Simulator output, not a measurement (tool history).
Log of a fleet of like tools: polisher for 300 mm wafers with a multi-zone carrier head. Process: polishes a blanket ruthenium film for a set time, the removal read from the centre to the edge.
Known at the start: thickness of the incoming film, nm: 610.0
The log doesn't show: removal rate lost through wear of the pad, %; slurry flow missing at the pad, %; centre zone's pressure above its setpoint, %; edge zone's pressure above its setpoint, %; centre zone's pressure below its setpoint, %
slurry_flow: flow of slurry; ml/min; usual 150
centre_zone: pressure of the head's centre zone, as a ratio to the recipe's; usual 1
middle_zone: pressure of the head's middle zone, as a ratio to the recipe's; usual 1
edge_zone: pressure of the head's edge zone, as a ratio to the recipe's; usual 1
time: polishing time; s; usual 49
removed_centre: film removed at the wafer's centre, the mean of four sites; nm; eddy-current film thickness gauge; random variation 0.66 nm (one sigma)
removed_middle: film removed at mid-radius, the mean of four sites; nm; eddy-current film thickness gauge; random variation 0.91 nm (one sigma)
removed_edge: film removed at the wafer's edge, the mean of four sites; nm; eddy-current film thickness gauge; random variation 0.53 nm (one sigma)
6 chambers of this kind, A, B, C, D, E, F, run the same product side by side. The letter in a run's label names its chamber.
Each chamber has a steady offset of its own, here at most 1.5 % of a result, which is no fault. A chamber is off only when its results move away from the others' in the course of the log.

run   hour  slurry_flow  centre_zone  middle_zone  edge_zone  time  wafers polished on this pad  hours since the slurry nozzle was cleaned  hours since the centre zone pressure was calibrated  hours since the edge zone pressure was calibrated  removed_centre  removed_middle  removed_edge
       5.8  -- chamber D: centre zone pressure recalibrated
       6.3  -- chamber B: worn pad replaced by a new one
 1D    8.4          150            1            1          1    49                          825                                      562.9                                                  2.6                                               65.8          63.037          61.233        62.499
 2F   13.3          150            1            1          1    49                          308                                      342.1                                                113.1                                                574          62.413          60.987        62.348
 3B   22.5          150            1            1          1    49                          211                                      128.9                                                650.9                                              664.6          63.939          61.941        62.436
 4C   29.1          150            1            1          1    49                          500                                      310.8                                                702.9                                              130.5          61.905           63.23        63.203
 5A   37.1          150            1            1          1    49                          967                                      142.6                                                270.4                                              251.1          61.775          61.315        61.426
      39.7  -- chamber D: worn pad replaced by a new one
 6E     42          150            1            1          1    49                         1008                                      341.1                                                225.6                                                950          62.592          62.161        62.134
 7B   49.3          150            1            1          1    49                          560                                      155.7                                                677.7                                              691.4          63.475           62.06        63.113
 8E   53.4          150            1         0.96          1    39                         1156                                      352.5                                                  237                                              961.4          50.139          47.657        49.714
      59.2  -- chamber A: worn pad replaced by a new one
 9D   60.6          150            1         0.96          1    39                          272                                      615.1                                                 54.8                                                118           50.85          48.511        49.785
10C   68.4          150            1         0.96          1    39                         1011                                      350.1                                                742.2                                              169.8          50.125           48.05        49.436
      72.9  -- chamber F: worn pad replaced by a new one
      75.6  -- chamber B: worn pad replaced by a new one
11A   77.4          150            1         0.96          1    39                          237                                      182.9                                                310.7                                              291.4          49.905          48.605        49.384
      82.1  -- chamber C: worn pad replaced by a new one
12F   85.3          150            1         0.96          1    39                          161                                      414.1                                                185.1                                                646          49.029          48.585        50.043
      91.9  -- chamber C: centre zone pressure recalibrated
13A     93          150            1         0.96          1    39                          440                                      198.5                                                326.3                                                307          49.158           48.61        48.812
14D   97.5          150            1            1          1    49                          752                                        652                                                 91.7                                              154.9          62.496          62.287        62.574
15F  105.5          150            1            1          1    49                          424                                      434.3                                                205.3                                              666.2          62.063          61.803        61.478
16E  110.2          150            1            1          1    49                         1895                                      409.3                                                293.8                                             1018.2           62.16          60.715         61.71
17B  116.2          150            1            1          1    49                          528                                      222.6                                                744.6                                              758.3           63.08          62.132        61.685
     122.5  -- chamber C: slurry nozzle cleaned
18C  123.8          150            1            1          1    49                          542                                        1.3                                                   32                                              225.2          63.913           63.97        62.788
19E  128.9          150            1            1          1    49                         2138                                        428                                                312.5                                             1036.9          61.382          62.396        60.926
     133.1  -- chamber D: slurry nozzle cleaned
20C  135.1          150            1            1          1    49                          689                                       12.6                                                 43.3                                              236.5           63.13          63.968        63.184
21F  141.1          150            1            1          1    49                          887                                      469.9                                                240.9                                              701.8          62.243          61.664        62.132
     142.1  -- chamber B: worn pad replaced by a new one
     144.6  -- chamber D: worn pad replaced by a new one
22B  148.2          150            1            1       1.05    33                           80                                      254.6                                                776.6                                              790.3          43.023          42.982        43.256
     148.3  -- chamber A: worn pad replaced by a new one
     150.7  -- chamber F: worn pad replaced by a new one
       156  -- chamber C: worn pad replaced by a new one
23A    157          150            1            1       1.05    33                          113                                      262.5                                                390.3                                                371          40.876          41.117        42.944
     165.5  -- chamber C: edge zone pressure recalibrated
24D  166.3          150            1            1       1.05    33                          282                                       33.2                                                160.5                                              223.7           41.57          42.077        42.907
25D  172.7          150            1            1       1.05    33                          365                                       39.6                                                166.9                                              230.1          42.949          42.116        42.793
26A  177.2          150            1            1       1.05    33                          376                                      282.7                                                410.5                                              391.2          42.027          41.105        42.802
27F  182.8          150            1            1       1.05    33                          417                                      511.6                                                282.6                                              743.5          40.906          42.326        43.286
28C  188.3          150            1            1          1    49                          420                                       65.8                                                 96.5                                               22.8          63.585          64.329        62.704
29E  192.6          150            1            1          1    49                         2967                                      491.7                                                376.2                                             1100.6          59.936          60.145        59.219
30B  197.4          185         0.96            1          1    49                          720                                      303.8                                                825.8                                              839.5          62.453          65.035        63.398
     200.6  -- chamber B: worn pad replaced by a new one
31D  201.6          185         0.96            1          1    49                          741                                       68.5                                                195.8                                                259          60.659          64.781         64.23
32E  211.1          185         0.96            1          1    49                         3207                                      510.2                                                394.7                                             1119.1          58.981          60.113        59.592
33F  219.2          185         0.96            1          1    49                          891                                        548                                                  319                                              779.9           61.21          65.425        64.916
       220  -- chamber F: worn pad replaced by a new one
34A  227.8          185         0.96            1          1    49                         1034                                      333.3                                                461.1                                              441.8          61.492          63.598        63.009
     234.7  -- chamber D: worn pad replaced by a new one
35B  235.4          185         0.96            1          1    49                          452                                      341.8                                                863.8                                              877.5          63.324          65.156        65.594
     239.6  -- chamber C: worn pad replaced by a new one
36C  243.1          150            1            1          1    49                           46                                      120.6                                                151.3                                               77.6          62.211          62.469        62.995
       250  -- chamber A: worn pad replaced by a new one
37D  251.4          150            1            1          1    49                          217                                      118.3                                                245.6                                              308.8          62.183           62.55        62.372
     257.6  -- chamber F: slurry nozzle cleaned
38F    259          150            1            1          1    49                          508                                        1.4                                                358.8                                              819.7          62.403          60.968        62.285
     261.9  -- chamber A: edge zone pressure recalibrated
39A  266.9          150            1            1          1    49                          220                                      372.4                                                500.2                                                5.1           62.75          62.491        61.479

Is one chamber off against the others, does the gauge drift, or is nothing wrong? If a chamber is off, say which, and what the likeliest cause is.

Chamber E drifts away from the others.
Cause: removal rate lost through wear of the pad, % = 8.32.
The log may not tell that from: slurry flow missing at the pad, %.

Here are 4 candidates for chamber E's next run, each the usual settings with a change, their results left as question marks. Which one brings its results back in line with what the others give on the usual settings?
In line means no further than this from the other chambers' mean on the usual settings: removed_centre 2.3 nm; removed_middle 3.2 nm; removed_edge 1.8 nm
40E-1  273.6          150            1            1          1    47                                                                                                                                                                                               ?               ?             ?
40E-2  273.6          150         1.01            1       0.99    45                                                                                                                                                                                               ?               ?             ?
40E-3  273.6          150            1            1          1    51                                                                                                                                                                                               ?               ?             ?
40E-4  273.6          150         0.99            1       1.01    53                                                                                                                                                                                               ?               ?             ?

The other chambers' mean on the usual settings: removed_centre 62.451 nm; removed_middle 62.366 nm; removed_edge 62.396 nm
  run  removed_centre  removed_middle  removed_edge
40E-1          55.222          54.903        54.499
40E-2          53.455          52.565        51.901
40E-3          59.922          59.576        59.137
40E-4          61.584          61.915        61.783
40E-4 brings the chamber back in line.
